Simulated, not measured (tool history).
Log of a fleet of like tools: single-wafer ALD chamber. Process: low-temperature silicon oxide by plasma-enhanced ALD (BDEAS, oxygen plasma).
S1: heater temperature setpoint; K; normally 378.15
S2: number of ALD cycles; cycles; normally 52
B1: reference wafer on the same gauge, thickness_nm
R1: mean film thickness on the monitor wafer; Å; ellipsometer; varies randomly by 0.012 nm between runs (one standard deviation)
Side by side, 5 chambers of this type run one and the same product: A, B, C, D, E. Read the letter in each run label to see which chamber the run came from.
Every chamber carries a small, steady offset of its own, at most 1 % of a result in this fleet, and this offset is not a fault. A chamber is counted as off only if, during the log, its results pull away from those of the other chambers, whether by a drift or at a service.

Run 1B, day 0.292: usual settings; B1 8.4596. Result: R1 73.666 Å.
Run 2D, day 0.775: usual settings; B1 8.463. Result: R1 73.178 Å.
Run 3E, day 1.342: usual settings; B1 8.4673. Result: R1 73.872 Å.
Run 4C, day 1.767: usual settings; B1 8.4643. Result: R1 73.816 Å.
Run 5A, day 2.05: usual settings; B1 8.4678. Result: R1 73.634 Å.
Run 6C, day 2.383: usual settings; B1 8.4696. Result: R1 73.745 Å.
Run 7D, day 2.842: usual settings; B1 8.4721. Result: R1 73.025 Å.
Run 8E, day 3.138: usual settings; B1 8.474. Result: R1 73.816 Å.
Run 9B, day 3.517: usual settings but S2 43 cycles; B1 8.4735. Result: R1 61.117 Å.
Run 10A, day 3.892: usual settings but S2 43 cycles; B1 8.4773. Result: R1 60.972 Å.
Run 11D, day 4.521: usual settings but S2 43 cycles; B1 8.4812. Result: R1 60.648 Å.
Run 12C, day 4.825: usual settings but S2 43 cycles; B1 8.4806. Result: R1 60.779 Å.
Run 13A, day 5.438: usual settings but S2 43 cycles; B1 8.4781. Result: R1 61.33 Å.
Run 14E, day 5.725: usual settings but S2 44 cycles; B1 8.4807. Result: R1 62.535 Å.
Run 15B, day 6.033: usual settings but S2 44 cycles; B1 8.4819. Result: R1 62.79 Å.
Run 16D, day 6.475: usual settings but S2 44 cycles; B1 8.4855. Result: R1 62.015 Å.
Run 17B, day 6.925: usual settings but S2 44 cycles; B1 8.4867. Result: R1 62.906 Å.
Run 18A, day 7.475: usual settings but S2 44 cycles; B1 8.4884. Result: R1 62.67 Å.
Run 19C, day 7.812: usual settings but S1 391.15 K, S2 60 cycles; B1 8.4888. Result: R1 83.222 Å.
Run 20E, day 8.438: usual settings but S1 391.15 K, S2 60 cycles; B1 8.4929. Result: R1 83.596 Å.
Run 21C, day 8.979: usual settings but S1 391.15 K, S2 60 cycles; B1 8.4979. Result: R1 83.547 Å.
Run 22E, day 9.429: usual settings but S1 391.15 K, S2 60 cycles; B1 8.4996. Result: R1 83.48 Å.
Run 23B, day 9.938: usual settings but S1 391.15 K, S2 60 cycles; B1 8.501. Result: R1 83.522 Å.
At day 10.208: chamber E: thermocouple changed; heater temperature recalibrated.
Run 24D, day 10.396: usual settings; B1 8.5011. Result: R1 73.683 Å.
Run 25A, day 10.688: usual settings but S1 393.15 K; B1 8.4996. Result: R1 72.111 Å.
Run 26C, day 11.296: usual settings but S1 393.15 K; B1 8.5098. Result: R1 71.998 Å.
Run 27B, day 11.638: usual settings but S1 393.15 K; B1 8.5105. Result: R1 72.171 Å.
Run 28A, day 12.192: usual settings but S1 393.15 K; B1 8.5067. Result: R1 71.989 Å.
Run 29E, day 12.571: usual settings but S1 393.15 K; B1 8.5098. Result: R1 72.384 Å.
Run 30D, day 13.158: usual settings; B1 8.515. Result: R1 73.471 Å.
Run 31B, day 13.479: usual settings; B1 8.5114. Result: R1 74.192 Å.

Decide between three cases: one chamber stands off from its peers, the gauge reading all wafers drifts, or nothing is wrong past each chamber's small offset. Where a chamber is off, say which and what most likely put it there.

None of the chambers is off. What moves is the gauge, dragging all their readings along together.
Most likely cause: gauge reads high (%) = 0.666.
